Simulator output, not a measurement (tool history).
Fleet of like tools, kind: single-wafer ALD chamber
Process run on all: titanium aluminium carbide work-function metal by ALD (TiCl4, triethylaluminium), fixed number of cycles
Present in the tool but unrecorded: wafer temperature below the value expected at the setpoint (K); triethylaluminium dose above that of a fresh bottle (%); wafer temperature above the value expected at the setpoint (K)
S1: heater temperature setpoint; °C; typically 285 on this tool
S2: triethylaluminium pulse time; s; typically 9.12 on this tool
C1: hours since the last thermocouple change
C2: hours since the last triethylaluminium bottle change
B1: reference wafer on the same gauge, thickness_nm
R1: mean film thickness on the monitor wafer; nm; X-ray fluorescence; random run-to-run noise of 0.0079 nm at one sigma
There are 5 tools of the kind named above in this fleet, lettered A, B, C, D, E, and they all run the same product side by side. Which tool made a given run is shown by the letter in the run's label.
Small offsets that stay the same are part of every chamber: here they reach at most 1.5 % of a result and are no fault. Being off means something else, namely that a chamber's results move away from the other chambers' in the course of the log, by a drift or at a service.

run     day   S1     S2      C1      C2      B1      R1
 1A    0.55  285   9.12  1946.8   767.1  1.6995  1.8482
 2B    1.05  285   9.12  1403.6   231.9  1.7012  1.8781
 3C   1.367  285   9.12  2236.9     656  1.7003  1.8294
 4D    1.65  285   9.12   520.1   528.3  1.6995  1.8348
 5E   2.067  285   9.12   194.1   377.8  1.7011  1.8471
 6A   2.517  285   9.12    1994   814.3  1.7006  1.8372
 7E     2.8  285   9.12   211.7   395.4  1.6998  1.8407
 8D   3.262  277  10.65   558.8     567   1.698  1.7983
 9C   3.546  277  10.65  2289.2   708.3  1.6993  1.7959
10B    3.95  277  10.65  1473.2   301.5     1.7  1.8417
11E   4.229  277  10.65     246   429.7   1.702  1.8012
12A   4.754  277  10.65  2047.7     868  1.6998   1.802
13B   5.096  296  12.37  1500.7     329  1.7004   2.039
14C   5.475  296  12.37  2335.5   754.6  1.7012   1.996
15D   5.892  296  12.37   621.9   630.1  1.7007  2.0041
16D    6.15  296  12.37   628.1   636.3  1.7003  1.9914
      6.325  -- chamber C: triethylaluminium bottle replaced
17C   6.438  296  12.37  2358.6     2.8  1.7009  1.9893
18B   6.871  285   9.12  1543.3   371.6  1.6994  1.8772
19E    7.25  285   9.12   318.5   502.2     1.7  1.8436
20A    7.75  285   9.12  2119.6   939.9  1.7014   1.829
21E   8.183  285   6.06   340.9   524.6  1.7004  1.6855
22B   8.683  285   6.06  1586.8   415.1  1.7011  1.7176
23D   9.192  285   6.06   701.1   709.3  1.6988  1.6711
24C     9.7  285   6.06  2436.9    81.1  1.6999  1.6607
25A   9.996  285   6.06  2173.5   993.8  1.6985  1.6939
26B  10.342  273   9.12  1626.6   454.9  1.7003  1.7546
27A  10.617  273   9.12  2188.4  1008.7  1.6999  1.7397
28E  10.867  273   9.12   405.3     589  1.6999  1.7346
29D  11.417  273   9.12   754.5   762.7   1.703  1.7203
30C  11.838  273   9.12  2488.2   132.4  1.6997   1.741
31A  12.162  285   9.12  2225.5  1045.8  1.7004  1.8607
32D  12.517  285   9.12   780.9   789.1  1.6992  1.8401
33C  12.838  285   9.12  2512.2   156.4   1.701  1.8333
34E  13.121  285   9.12   459.4   643.1  1.7015  1.8438
35B  13.458  285   9.12  1701.4   529.7  1.6994  1.8766
36B  13.788  274  11.09  1709.3   537.6     1.7  1.8292
37E  14.154  274  11.09   484.2   667.9  1.6995  1.7858
38C  14.538  274  11.09    2553   197.2  1.7013  1.7739
39D  14.838  274  11.09   836.6   844.8  1.6992  1.7875

Does one chamber stand apart from the rest, does the shared gauge drift, or is all well apart from small per-chamber offsets? Give the chamber and the most likely cause, where there is one.

Nothing is wrong: each chamber keeps only its own small, steady offset and the gauge holds still.

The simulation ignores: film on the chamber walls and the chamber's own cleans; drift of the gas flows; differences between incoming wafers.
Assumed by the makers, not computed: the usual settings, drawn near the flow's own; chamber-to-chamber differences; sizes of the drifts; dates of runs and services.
